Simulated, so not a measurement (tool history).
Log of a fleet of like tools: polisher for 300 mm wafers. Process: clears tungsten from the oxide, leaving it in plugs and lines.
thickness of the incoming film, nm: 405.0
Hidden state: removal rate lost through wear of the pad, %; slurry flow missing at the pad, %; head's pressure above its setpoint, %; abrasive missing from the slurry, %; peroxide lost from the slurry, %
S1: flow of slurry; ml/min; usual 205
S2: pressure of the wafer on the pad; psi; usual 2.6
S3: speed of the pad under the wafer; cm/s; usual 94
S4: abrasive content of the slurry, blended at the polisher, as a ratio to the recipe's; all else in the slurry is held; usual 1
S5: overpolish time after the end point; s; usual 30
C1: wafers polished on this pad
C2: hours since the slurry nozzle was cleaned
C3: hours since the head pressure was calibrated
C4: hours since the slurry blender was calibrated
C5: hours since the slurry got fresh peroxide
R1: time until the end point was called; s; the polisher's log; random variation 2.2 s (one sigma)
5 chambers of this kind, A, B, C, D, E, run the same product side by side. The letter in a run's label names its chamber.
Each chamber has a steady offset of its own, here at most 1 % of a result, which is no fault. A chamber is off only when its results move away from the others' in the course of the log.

run,hour,S1,S2,S3,S4,S5,C1,C2,C3,C4,C5,R1
# hour 3: chamber A: head pressure recalibrated
1A,4.9,205,2.6,94,1,30,170,418.5,1.9,132.3,151.9,146.58
2B,8.9,205,2.6,94,1,30,992,269.8,634.6,118.1,55.6,148.99
3C,13,205,2.6,94,1,30,199,265.9,208,64.6,128.7,144.05
4E,17.5,205,2.6,94,1,30,1065,470.6,635,41.1,89.7,145.09
# hour 19: chamber E: slurry tank refilled with fresh slurry and peroxide
5D,20.9,205,2.6,94,1,30,826,323.9,420.8,187.8,123.9,148.96
# hour 25.2: chamber A: slurry tank refilled with fresh slurry and peroxide
6E,25.4,235,2.6,94,0.75,30,1126,478.5,642.9,49,6.5,156.04
7B,28.4,235,2.6,94,0.75,30,1145,289.3,654.1,137.6,75.1,156.65
8D,32,235,2.6,94,0.75,30,912,335,431.9,198.9,135,162.38
# hour 35.7: chamber E: worn pad replaced by a new one
9A,36.6,235,2.6,94,0.75,30,417,450.2,33.6,164,11.5,154.48
10C,40.8,235,2.6,94,0.75,30,416,293.7,235.8,92.4,156.5,155.48
11D,43.8,245,2.6,94,1,46,1004,346.8,443.7,210.7,146.8,147.7
12C,47,245,2.6,94,1,46,465,299.9,242,98.6,162.7,148.51
# hour 51.6: chamber B: worn pad replaced by a new one
13B,51.8,245,2.6,94,1,46,2,312.7,677.5,161,98.5,140.46
14A,56.7,245,2.6,94,1,46,574,470.3,53.7,184.1,31.6,145.92
# hour 61.3: chamber C: slurry tank refilled with fresh slurry and peroxide
15E,61.6,245,2.6,94,1,46,202,514.7,679.1,85.2,42.7,145.74
# hour 66.5: chamber D: worn pad replaced by a new one
16E,66.7,205,2.6,94,1,30,242,519.8,684.2,90.3,47.8,146.79
# hour 69.5: chamber D: slurry tank refilled with fresh slurry and peroxide
17A,71.7,205,2.6,94,1,30,691,485.3,68.7,199.1,46.6,151.59
18B,74.5,205,2.6,94,1,30,179,335.4,700.2,183.7,121.2,151.98
19C,78.1,205,2.6,94,1,30,707,331,273.1,129.7,16.9,145.44
# hour 80: chamber A: slurry blender recalibrated
20D,80.6,205,2.6,94,1,30,110,383.6,480.5,247.5,11.2,147.02
21C,85.5,205,2.6,94,1,30,765,338.4,280.5,137.1,24.3,151.06
# hour 88.3: chamber B: slurry nozzle cleaned
22B,89,205,2.6,94,1,30,292,0.7,714.7,198.2,135.7,144.81
23A,92.4,205,2.6,94,1,30,853,506,89.4,12.5,67.3,150.24
24D,97,205,2.6,94,1,30,238,400,496.9,263.9,27.6,147.37
# hour 98.4: chamber B: slurry tank refilled with fresh slurry and peroxide
25E,99.3,205,2.6,94,1,30,496,552.4,716.8,122.9,80.4,148.29
26D,102.3,205,2.6,94,1,30,279,405.3,502.2,269.2,32.9,148.85
# hour 102.4: chamber E: slurry blender recalibrated
# hour 104.2: chamber E: slurry tank refilled with fresh slurry and peroxide
27A,105.8,205,2.6,94,1,30,957,519.4,102.8,25.9,80.7,153.7
# hour 107.5: chamber C: slurry nozzle cleaned
28E,109,205,2.6,94,1,30,572,562.1,726.5,6.7,4.9,149.41
29C,114,205,2.6,94,1,30,987,6.5,309,165.6,52.8,142.72
30B,116.9,205,2.6,94,1,30,509,28.6,742.6,226.1,18.5,152.09
31E,120.8,205,2.6,94,1,30,664,573.9,738.3,18.5,16.7,149.97
32B,123.9,205,2.6,94,1,30,564,35.6,749.6,233.1,25.5,149.43
# hour 127.3: chamber A: slurry nozzle cleaned
33D,128.5,205,2.6,94,1,30,483,431.5,528.4,295.4,59.1,149.25
34C,131.8,205,2.6,94,1,30,1126,24.3,326.8,183.4,70.6,147.66
35A,136.4,205,2.6,94,1,30,1196,9.2,133.4,56.5,111.3,161.5
36E,141.4,205,2.6,94,1,30,825,594.5,758.9,39.1,37.3,154.82
37B,145.1,205,2.6,94,1,30,729,56.8,770.8,254.3,46.7,146.65
38C,147.6,205,2.6,94,1,30,1250,40.1,342.6,199.2,86.4,151.05
39A,152.7,205,2.6,94,1,30,1323,25.5,149.7,72.8,127.6,168.45
40D,155.4,205,2.6,94,1,30,693,458.4,555.3,322.3,86,150.25
41A,159.4,205,2.6,94,1,30,1375,32.2,156.4,79.5,134.3,169.44
42B,161.9,205,2.6,94,0.75,30,861,73.6,787.6,271.1,63.5,157.71

All 5 chambers run these settings next. Forecast each chamber's results:
43A,165.5,205,2.6,94,1,30,,,,,,?
43B,165.5,205,2.6,94,1,30,,,,,,?
43C,165.5,205,2.6,94,1,30,,,,,,?
43D,165.5,205,2.6,94,1,30,,,,,,?
43E,165.5,205,2.6,94,1,30,,,,,,?

run,R1
43A,166.99
43B,146.69
43C,149.98
43D,150.21
43E,147.33

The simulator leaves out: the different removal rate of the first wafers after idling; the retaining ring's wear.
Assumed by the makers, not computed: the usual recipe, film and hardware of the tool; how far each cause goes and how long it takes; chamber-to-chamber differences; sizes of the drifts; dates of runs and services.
